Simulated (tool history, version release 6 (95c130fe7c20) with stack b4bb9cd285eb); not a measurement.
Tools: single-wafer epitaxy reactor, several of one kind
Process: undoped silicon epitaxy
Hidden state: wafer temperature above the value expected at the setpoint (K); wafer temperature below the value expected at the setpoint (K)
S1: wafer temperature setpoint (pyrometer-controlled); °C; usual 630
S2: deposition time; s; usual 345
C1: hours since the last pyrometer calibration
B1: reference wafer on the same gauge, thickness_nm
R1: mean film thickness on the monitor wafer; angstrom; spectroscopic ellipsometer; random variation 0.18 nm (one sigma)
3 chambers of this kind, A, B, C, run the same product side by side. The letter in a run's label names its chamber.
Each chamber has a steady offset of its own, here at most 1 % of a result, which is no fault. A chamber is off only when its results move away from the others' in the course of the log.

| run | hour | S1 | S2 | C1 | B1 | R1 |
|---|---|---|---|---|---|---|
| 1A | 3.6 | 630 | 345 | 510.4 | 43.88 | 371.3 |
| 2C | 9.1 | 630 | 345 | 1594.6 | 43.971 | 370.44 |
| 3B | 14.2 | 630 | 345 | 246.6 | 43.901 | 375.08 |
| 4B | 17.8 | 630 | 345 | 250.2 | 43.918 | 373.39 |
| 5A | 23 | 630 | 345 | 529.8 | 43.862 | 376.58 |
| 6C | 27.6 | 630 | 345 | 1613.1 | 43.911 | 367.02 |
| 7C | 30.5 | 630 | 345 | 1616 | 43.917 | 367.9 |
| 8B | 35.1 | 630 | 345 | 267.5 | 43.879 | 374.43 |
| 9A | 38.1 | 630 | 345 | 544.9 | 43.879 | 377.05 |
| 10B | 42.1 | 630 | 345 | 274.5 | 43.914 | 374.46 |
| 11A | 47 | 630 | 345 | 553.8 | 43.919 | 371.82 |
| 12C | 50.9 | 630 | 345 | 1636.4 | 43.877 | 368.75 |
| 13C | 54 | 630 | 345 | 1639.5 | 43.913 | 363.45 |
| 14A | 59.5 | 630 | 379 | 566.3 | 43.903 | 409.47 |
| 15B | 64.4 | 630 | 379 | 296.8 | 43.892 | 410.19 |
| 16A | 68.6 | 630 | 379 | 575.4 | 43.927 | 413.03 |
| 17B | 71.6 | 630 | 345 | 304 | 43.862 | 373.13 |
| 18C | 77.1 | 630 | 345 | 1662.6 | 43.852 | 364.25 |
| 19B | 79.9 | 630 | 345 | 312.3 | 43.916 | 374.98 |
| 20A | 82.6 | 630 | 345 | 589.4 | 43.915 | 370.87 |
| 21C | 85.6 | 630 | 345 | 1671.1 | 43.91 | 369.43 |
| 22A | 88.6 | 630 | 345 | 595.4 | 43.879 | 376.27 |
| 23C | 93.4 | 630 | 345 | 1678.9 | 43.927 | 371.36 |
| 24B | 97 | 630 | 345 | 329.4 | 43.877 | 371.92 |
| 25C | 102.3 | 630 | 345 | 1687.8 | 43.896 | 365.45 |
| 26A | 107.2 | 630 | 345 | 614 | 43.854 | 373.5 |
| 27B | 112.5 | 630 | 345 | 344.9 | 43.869 | 373.3 |
| 28C | 115 | 630 | 345 | 1700.5 | 43.867 | 367.8 |
| 29B | 119 | 617 | 377 | 351.4 | 43.916 | 301.21 |

All 3 chambers run these settings next. Forecast each chamber's results:
| 30A | 123.2 | 630 | 345 |  |  | ? |
| 30B | 123.2 | 630 | 345 |  |  | ? |
| 30C | 123.2 | 630 | 345 |  |  | ? |

| run | R1 |
|---|---|
| 30A | 374.91 |
| 30B | 373.02 |
| 30C | 367.35 |

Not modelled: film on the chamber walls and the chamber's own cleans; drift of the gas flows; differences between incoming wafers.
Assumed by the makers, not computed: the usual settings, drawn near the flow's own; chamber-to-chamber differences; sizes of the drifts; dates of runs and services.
